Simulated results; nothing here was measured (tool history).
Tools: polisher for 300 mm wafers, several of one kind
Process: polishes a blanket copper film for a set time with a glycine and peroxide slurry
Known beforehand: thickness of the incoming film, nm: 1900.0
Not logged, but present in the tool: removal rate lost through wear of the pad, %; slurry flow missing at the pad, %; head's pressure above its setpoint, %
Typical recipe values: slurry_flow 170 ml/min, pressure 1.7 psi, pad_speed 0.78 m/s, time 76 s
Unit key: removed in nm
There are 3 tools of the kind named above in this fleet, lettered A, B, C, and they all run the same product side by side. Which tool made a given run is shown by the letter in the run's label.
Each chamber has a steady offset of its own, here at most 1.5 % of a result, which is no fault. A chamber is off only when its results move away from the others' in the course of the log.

run,day,slurry_flow,pressure,pad_speed,time,wafers polished on this pad,hours since the slurry nozzle was cleaned,hours since the head pressure was calibrated,removed
# day 0.008: chamber B: worn pad replaced by a new one
1A,0.512,170,1.7,0.78,76,709,146.7,439.2,263.12
2B,0.871,170,1.7,0.78,76,155,97,157,280.82
3C,1.167,170,1.7,0.78,76,1421,170.6,558,274.13
# day 1.512: chamber C: worn pad replaced by a new one
4C,1.712,170,1.7,0.78,76,36,183.7,571.1,280.33
5A,2.067,170,1.7,0.78,76,989,184,476.5,278.65
6B,2.562,170,1.7,0.78,76,460,137.6,197.6,276.68
# day 2.583: chamber B: worn pad replaced by a new one
7C,3.092,115,1.7,0.78,76,284,216.8,604.2,267.36
8B,3.538,115,1.7,0.78,76,172,161,221,267.25
9A,3.967,115,1.7,0.78,76,1332,229.6,522.1,256.74
10B,4.471,170,1.7,0.54,100,340,183.4,243.4,287.49
11A,4.85,170,1.7,0.54,100,1491,250.8,543.3,278.49
# day 5.217: chamber B: worn pad replaced by a new one
12C,5.333,170,1.7,0.54,100,688,270.6,658,294.19
13A,6,170,1.3,0.52,76,1698,278.4,570.9,175.05
14C,6.575,170,1.3,0.52,76,912,300.4,687.8,179.1
15B,6.929,170,1.3,0.52,76,309,242.4,302.4,187.4
16B,7.271,170,1.5,0.78,76,370,250.6,310.6,264.67
17A,7.862,170,1.5,0.78,76,2034,323.1,615.6,244.2
# day 7.988: chamber B: worn pad replaced by a new one
18C,8.258,170,1.5,0.78,76,1215,340.8,728.2,255.54
# day 8.379: chamber C: worn pad replaced by a new one
19A,8.608,170,1.7,0.78,76,2168,341,633.5,258.15
20B,8.979,170,1.7,0.78,76,179,291.6,351.6,281.41
21C,9.617,170,1.7,0.78,76,223,373.4,760.8,279.15
22C,9.975,170,1.7,0.78,76,288,382,769.4,280.82
23A,10.575,170,1.7,0.78,76,2522,388.2,680.7,245.96
# day 10.875: chamber B: head pressure recalibrated
# day 10.917: chamber A: head pressure recalibrated
# day 10.938: chamber B: worn pad replaced by a new one
24B,11.062,170,1.7,0.78,76,22,341.6,4.6,281.14
25A,11.629,170,1.7,0.78,76,2712,413.5,17.1,248.41
26B,12.108,170,1.7,0.78,76,211,366.7,29.7,277.81
27C,12.658,170,1.7,0.78,76,771,446.4,833.8,280.82
28A,13.008,170,1.7,0.78,76,2961,446.6,50.2,242.56

Which is it: a chamber that has drifted or been left off by a service, a gauge drift common to all chambers, or only each chamber's usual small offset? If a chamber is off, name it and its likeliest cause.

Chamber A drifts away from the others.
Cause: removal rate lost through wear of the pad, % = 11.1.
The log might look much the same if the cause were instead: slurry flow missing at the pad, %.

Which of the 4 candidates below, each the usual settings with something changed and its results left as question marks, puts chamber A back in line with what the other chambers give on the usual settings?
In line here means within this much of the mean the other chambers give on the usual settings: removed 13 nm
29A-1,13.488,170,1.7,0.72,69,,,,?
29A-2,13.488,165,1.5,0.78,60,,,,?
29A-3,13.488,175,1.9,0.86,76,,,,?
29A-4,13.488,175,1.9,0.88,89,,,,?

The mean the other chambers reach with the usual settings: removed 279.39 nm
run,removed
29A-1,206.74
29A-2,173.85
29A-3,280.35
29A-4,333.95
29A-3 is the one that brings the chamber's results back in line with the other chambers.
